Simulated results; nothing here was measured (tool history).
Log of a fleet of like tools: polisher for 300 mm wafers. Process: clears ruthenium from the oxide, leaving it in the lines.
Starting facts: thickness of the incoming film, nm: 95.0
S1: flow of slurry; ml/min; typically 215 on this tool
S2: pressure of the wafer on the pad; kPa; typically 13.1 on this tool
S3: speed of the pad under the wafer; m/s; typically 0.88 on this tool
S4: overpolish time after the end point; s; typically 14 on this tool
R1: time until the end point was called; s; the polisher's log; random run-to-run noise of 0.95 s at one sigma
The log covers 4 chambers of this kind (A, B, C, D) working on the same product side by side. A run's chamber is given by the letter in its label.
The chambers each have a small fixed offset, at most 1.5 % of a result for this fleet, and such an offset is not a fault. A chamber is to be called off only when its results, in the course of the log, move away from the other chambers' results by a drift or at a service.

run,day,S1,S2,S3,S4,R1
# day 0.471: chamber A: worn pad replaced by a new one
1A,0.475,215,13.1,0.88,14,103.580
# day 0.508: chamber D: worn pad replaced by a new one
2B,0.829,215,13.1,0.88,14,102.230
3D,1.183,215,13.1,0.88,14,101.440
4C,1.458,215,13.1,0.88,14,98.642
5C,1.883,215,13.1,0.88,14,99.629
6D,2.267,215,13.1,0.88,14,101.200
7B,2.596,215,13.1,0.88,14,100.830
# day 2.617: chamber B: worn pad replaced by a new one
8A,3.067,170,13.1,0.88,8,104.630
9B,3.571,170,13.1,0.88,8,101.610
10A,3.808,170,13.1,0.88,8,105.710
11D,4.167,170,13.1,0.88,8,104.950
# day 4.354: chamber D: slurry nozzle cleaned
12C,4.488,215,13.1,0.88,14,100.520
# day 4.550: chamber A: worn pad replaced by a new one
13C,4.983,215,13.1,0.88,14,102.910
14B,5.417,215,13.1,0.88,14,100.300
# day 5.646: chamber B: worn pad replaced by a new one
15D,5.704,215,13.1,0.88,14,101.290
16A,6.129,215,13.1,0.88,14,102.130
# day 6.479: chamber D: worn pad replaced by a new one
17A,6.496,215,13.1,0.88,14,102.450
18C,7.017,215,13.1,0.88,14,104.090
# day 7.312: chamber C: slurry nozzle cleaned
19B,7.354,215,13.1,0.88,18,102.050
20D,7.688,215,13.1,0.88,18,101.950
21B,7.942,215,13.1,0.88,18,100.310
22C,8.250,215,13.1,0.88,18,106.010
23A,8.517,215,13.1,0.88,14,102.360
24D,8.917,215,13.1,0.88,14,101.080
# day 8.967: chamber A: worn pad replaced by a new one
# day 9.192: chamber B: worn pad replaced by a new one
25B,9.383,215,13.1,0.88,14,101.330
26C,9.738,215,13.1,0.88,14,106.620
27A,10.233,215,13.1,0.88,14,102.910
28D,10.725,215,13.1,0.88,14,101.010
29B,11.167,215,13.1,0.88,14,101.580
30A,11.562,215,13.1,0.88,14,102.470
31D,12.004,215,13.1,0.88,14,101.300
32C,12.229,215,16.5,1.12,14,67.534
33C,12.612,215,16.5,1.12,14,68.117
34D,12.975,215,16.5,1.12,14,63.897

One chamber off, gauge drift, or nothing amiss beyond the chambers' own small offsets? If it is a chamber, which one, and what is the likeliest cause?

It is chamber C that slowly wanders off from its peers.
Most likely cause: removal rate lost through wear of the pad, % = 8.94.
From this log alone, it may not be told apart from: head's pressure below its setpoint, %.

Below are 4 candidate recipes for chamber C's next run, each the usual settings with a change, their results shown as question marks. Which of them brings C's results back in line with what the other chambers give on the usual settings?
Maximum distance from the other chambers' mean on the usual settings for a result to count as in line: R1 3.300 s
35C-1,13.350,215,13.1,0.94,14,?
35C-2,13.350,215,13.1,0.90,14,?
35C-3,13.350,215,12.4,0.86,14,?
35C-4,13.350,215,13.1,0.86,14,?

Mean of the other chambers on the usual settings: R1 101.350 s
run,R1
35C-1,102.220
35C-2,106.830
35C-3,118.050
35C-4,111.870
It is 35C-1 that realigns the chamber with its peers.
